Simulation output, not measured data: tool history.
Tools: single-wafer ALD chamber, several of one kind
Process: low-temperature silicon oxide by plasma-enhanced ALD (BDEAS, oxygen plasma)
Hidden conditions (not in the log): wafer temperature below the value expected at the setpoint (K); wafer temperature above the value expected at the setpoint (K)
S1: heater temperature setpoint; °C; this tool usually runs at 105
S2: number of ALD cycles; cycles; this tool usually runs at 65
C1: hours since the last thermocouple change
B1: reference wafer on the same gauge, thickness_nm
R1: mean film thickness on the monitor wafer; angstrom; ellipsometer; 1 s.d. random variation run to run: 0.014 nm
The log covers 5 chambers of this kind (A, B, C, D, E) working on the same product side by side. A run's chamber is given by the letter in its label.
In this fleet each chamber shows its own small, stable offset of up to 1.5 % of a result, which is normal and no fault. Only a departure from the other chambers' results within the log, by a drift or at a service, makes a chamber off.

run	day	S1	S2	C1	B1	R1
1D	0.304	105	65	986.5	8.1509	90.794
2E	0.625	105	65	2401.6	8.1495	91.957
3C	1.088	105	65	2241	8.1524	92.646
4B	1.617	105	65	1322.3	8.1518	91.851
5A	1.95	105	65	1092.6	8.1591	90.871
6A	2.312	105	65	1101.3	8.1594	91.062
7B	2.654	105	65	1347.2	8.1601	91.748
8D	3.046	105	65	1052.3	8.1579	91.305
9C	3.279	115	65	2293.6	8.1614	90.939
10E	3.742	115	65	2476.4	8.1634	89.99
11A	4.025	115	65	1142.4	8.1628	89.473
12C	4.467	115	65	2322.1	8.1606	90.862
13B	4.754	115	65	1397.6	8.1669	90.528
14E	5.138	105	65	2509.9	8.1657	91.944
15D	5.579	105	65	1113.1	8.1653	91.235
16B	6.104	105	65	1430	8.1698	92.014
17C	6.604	105	65	2373.4	8.1693	92.62
18A	6.883	105	65	1211	8.1742	91.164
19E	7.146	105	65	2558.1	8.1692	92.083
20D	7.583	105	65	1161.2	8.1718	91.148
21E	7.95	105	65	2577.4	8.1738	91.832
22B	8.192	105	65	1480.1	8.1762	92.082
23C	8.588	105	65	2421	8.1765	92.814
24A	8.929	105	65	1260.1	8.1776	91.224
25D	9.404	105	65	1204.9	8.1775	91.271
26E	9.642	105	56	2618	8.1804	79.144
27B	10.154	105	56	1527.2	8.1828	79.329
28C	10.596	105	56	2469.2	8.1838	79.816
29A	11.054	105	56	1311.1	8.1862	78.463
30D	11.45	105	56	1254	8.1863	78.526
31B	11.783	105	65	1566.3	8.1869	92.285
32A	12.162	119	65	1337.7	8.188	88.89
33C	12.408	119	65	2512.7	8.188	90.55
34E	12.788	119	65	2693.5	8.1899	89.698
35D	13.292	119	65	1298.2	8.1919	88.95
36D	13.792	119	65	1310.2	8.1909	88.833
37B	14.142	105	65	1622.9	8.1922	92.384
38C	14.5	105	65	2562.9	8.1971	92.806
39E	14.846	105	65	2742.9	8.1974	92.302
40A	15.358	116	76	1414.4	8.1992	105.03
41A	15.883	116	76	1427	8.2022	104.54
42E	16.329	116	76	2778.5	8.1984	105.59

Which is it: a chamber that has drifted or been left off by a service, a gauge drift common to all chambers, or only each chamber's usual small offset? If a chamber is off, name it and its likeliest cause.

The gauge drifts, so all chambers seem to drift together. No chamber is off.
Likeliest cause: gauge reads high (%) = 0.637.
